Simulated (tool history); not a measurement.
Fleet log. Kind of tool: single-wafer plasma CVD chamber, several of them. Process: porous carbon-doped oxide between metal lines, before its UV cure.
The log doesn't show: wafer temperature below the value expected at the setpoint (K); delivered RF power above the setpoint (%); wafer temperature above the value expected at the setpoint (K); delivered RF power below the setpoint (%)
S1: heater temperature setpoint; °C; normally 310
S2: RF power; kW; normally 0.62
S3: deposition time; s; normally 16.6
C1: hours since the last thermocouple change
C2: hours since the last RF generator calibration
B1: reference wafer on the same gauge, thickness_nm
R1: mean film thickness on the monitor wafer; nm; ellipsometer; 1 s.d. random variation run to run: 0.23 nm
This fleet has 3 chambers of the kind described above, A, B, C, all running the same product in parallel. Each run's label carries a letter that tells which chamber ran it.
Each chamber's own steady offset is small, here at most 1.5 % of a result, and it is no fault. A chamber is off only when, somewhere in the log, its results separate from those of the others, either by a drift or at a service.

{"run": "1A", "day": 0.208, "S1": 310, "S2": 0.62, "S3": 16.6, "C1": 53.3, "C2": 1746.8, "B1": 104.24, "R1": 98.395}
{"run": "2C", "day": 0.592, "S1": 310, "S2": 0.62, "S3": 16.6, "C1": 439.4, "C2": 409.9, "B1": 104.17, "R1": 99.337}
{"run": "3B", "day": 1.0, "S1": 310, "S2": 0.62, "S3": 16.6, "C1": 1404.7, "C2": 2040.8, "B1": 104.23, "R1": 98.676}
{"run": "4C", "day": 1.379, "S1": 310, "S2": 0.62, "S3": 16.6, "C1": 458.3, "C2": 428.8, "B1": 104.17, "R1": 99.369}
{"run": "5A", "day": 1.583, "S1": 310, "S2": 0.62, "S3": 16.6, "C1": 86.3, "C2": 1779.8, "B1": 104.15, "R1": 97.923}
{"run": "6B", "day": 1.992, "S1": 310, "S2": 0.62, "S3": 16.6, "C1": 1428.5, "C2": 2064.6, "B1": 104.18, "R1": 98.673}
{"run": "7C", "day": 2.438, "S1": 310, "S2": 0.62, "S3": 16.6, "C1": 483.7, "C2": 454.2, "B1": 104.21, "R1": 98.853}
{"run": "8B", "day": 2.812, "S1": 310, "S2": 0.62, "S3": 14, "C1": 1448.2, "C2": 2084.3, "B1": 104.16, "R1": 84.027}
{"run": "9A", "day": 3.171, "S1": 310, "S2": 0.62, "S3": 14, "C1": 124.4, "C2": 1817.9, "B1": 104.27, "R1": 83.433}
{"run": "10B", "day": 3.533, "S1": 310, "S2": 0.62, "S3": 14, "C1": 1465.5, "C2": 2101.6, "B1": 104.21, "R1": 83.387}
{"day": 3.708, "done": "chamber B: RF generator calibrated"}
{"run": "11C", "day": 3.8, "S1": 310, "S2": 0.62, "S3": 16.6, "C1": 516.4, "C2": 486.9, "B1": 104.18, "R1": 98.995}
{"run": "12A", "day": 4.092, "S1": 310, "S2": 0.62, "S3": 16.6, "C1": 146.5, "C2": 1840, "B1": 104.17, "R1": 98.823}
{"day": 4.471, "done": "chamber B: thermocouple changed; heater temperature recalibrated"}
{"run": "13A", "day": 4.55, "S1": 310, "S2": 0.62, "S3": 16.6, "C1": 157.5, "C2": 1851, "B1": 104.23, "R1": 98.646}
{"run": "14C", "day": 4.992, "S1": 310, "S2": 0.62, "S3": 16.6, "C1": 545, "C2": 515.5, "B1": 104.2, "R1": 98.957}
{"run": "15B", "day": 5.325, "S1": 310, "S2": 0.62, "S3": 16.6, "C1": 20.5, "C2": 38.8, "B1": 104.23, "R1": 97.822}
{"run": "16B", "day": 5.646, "S1": 310, "S2": 0.62, "S3": 16.6, "C1": 28.2, "C2": 46.5, "B1": 104.18, "R1": 97.977}
{"run": "17A", "day": 6.05, "S1": 310, "S2": 0.62, "S3": 16.6, "C1": 193.5, "C2": 1887, "B1": 104.17, "R1": 98.338}
{"run": "18C", "day": 6.496, "S1": 310, "S2": 0.62, "S3": 16.6, "C1": 581.1, "C2": 551.6, "B1": 104.2, "R1": 99.034}
{"run": "19A", "day": 6.8, "S1": 310, "S2": 0.62, "S3": 16.6, "C1": 211.5, "C2": 1905, "B1": 104.15, "R1": 98.523}
{"run": "20C", "day": 7.233, "S1": 310, "S2": 0.62, "S3": 16.6, "C1": 598.8, "C2": 569.3, "B1": 104.27, "R1": 99.639}
{"run": "21B", "day": 7.688, "S1": 310, "S2": 0.62, "S3": 16.6, "C1": 77.2, "C2": 95.5, "B1": 104.21, "R1": 97.497}
{"run": "22A", "day": 8.112, "S1": 310, "S2": 0.62, "S3": 16.6, "C1": 243, "C2": 1936.5, "B1": 104.19, "R1": 98.545}
{"run": "23B", "day": 8.329, "S1": 310, "S2": 0.62, "S3": 16.6, "C1": 92.6, "C2": 110.9, "B1": 104.2, "R1": 97.7}
{"run": "24C", "day": 8.708, "S1": 310, "S2": 0.62, "S3": 16.6, "C1": 634.2, "C2": 604.7, "B1": 104.25, "R1": 99.118}
{"run": "25B", "day": 8.942, "S1": 310, "S2": 0.62, "S3": 16.6, "C1": 107.3, "C2": 125.6, "B1": 104.27, "R1": 97.417}
{"run": "26C", "day": 9.167, "S1": 310, "S2": 0.62, "S3": 16.6, "C1": 645.2, "C2": 615.7, "B1": 104.27, "R1": 99.221}
{"run": "27A", "day": 9.4, "S1": 310, "S2": 0.62, "S3": 16.6, "C1": 273.9, "C2": 1967.4, "B1": 104.17, "R1": 98.356}
{"run": "28A", "day": 9.796, "S1": 310, "S2": 0.62, "S3": 16.6, "C1": 283.4, "C2": 1976.9, "B1": 104.27, "R1": 98.543}
{"run": "29B", "day": 10.242, "S1": 310, "S2": 0.62, "S3": 16.6, "C1": 138.5, "C2": 156.8, "B1": 104.19, "R1": 97.532}
{"run": "30C", "day": 10.492, "S1": 310, "S2": 0.62, "S3": 16.6, "C1": 677, "C2": 647.5, "B1": 104.15, "R1": 99.344}
{"run": "31C", "day": 10.812, "S1": 310, "S2": 0.62, "S3": 16.6, "C1": 684.7, "C2": 655.2, "B1": 104.17, "R1": 99.216}
{"run": "32B", "day": 11.062, "S1": 305, "S2": 0.685, "S3": 16.6, "C1": 158.2, "C2": 176.5, "B1": 104.18, "R1": 107.1}
{"run": "33A", "day": 11.525, "S1": 305, "S2": 0.685, "S3": 16.6, "C1": 324.9, "C2": 2018.4, "B1": 104.22, "R1": 108.51}
{"run": "34C", "day": 11.821, "S1": 305, "S2": 0.685, "S3": 16.6, "C1": 708.9, "C2": 679.4, "B1": 104.18, "R1": 108.57}
{"run": "35A", "day": 12.188, "S1": 310, "S2": 0.62, "S3": 16.6, "C1": 340.8, "C2": 2034.3, "B1": 104.16, "R1": 98.993}
{"run": "36B", "day": 12.512, "S1": 310, "S2": 0.62, "S3": 16.6, "C1": 193, "C2": 211.3, "B1": 104.25, "R1": 97.968}
{"run": "37B", "day": 12.825, "S1": 310, "S2": 0.62, "S3": 16.6, "C1": 200.5, "C2": 218.8, "B1": 104.16, "R1": 97.314}
{"run": "38C", "day": 13.208, "S1": 310, "S2": 0.62, "S3": 16.6, "C1": 742.2, "C2": 712.7, "B1": 104.23, "R1": 99.207}

Has any chamber moved away from the others, gradually or after a service, or does the common gauge drift, or do the chambers differ only by their own small steady offsets? State the chamber and the most likely cause if one applies.

A service left chamber B off against the others.
What lies behind it: wafer temperature above the value expected at the setpoint (K) = 2.53.

Chamber B could run next with any of the 4 candidate recipes listed below; each alters the usual settings, and their results appear as question marks. Which one brings its results back in line with what the other chambers deliver on the usual settings?
Allowed miss from the other chambers' usual-settings mean, per result, to count as in line: R1 0.8 nm
{"run": "39B-1", "day": 13.542, "S1": 309, "S2": 0.62, "S3": 17, "R1": "?"}
{"run": "39B-2", "day": 13.542, "S1": 310, "S2": 0.62, "S3": 16.8, "R1": "?"}
{"run": "39B-3", "day": 13.542, "S1": 311, "S2": 0.6, "S3": 16.6, "R1": "?"}
{"run": "39B-4", "day": 13.542, "S1": 312, "S2": 0.62, "S3": 16.6, "R1": "?"}

What the other chambers average on the usual settings: R1 98.821 nm
run=39B-1 R1=100.33
run=39B-2 R1=98.666
run=39B-3 R1=95.004
run=39B-4 R1=96.504
39B-2 puts the chamber back in line with the other chambers.
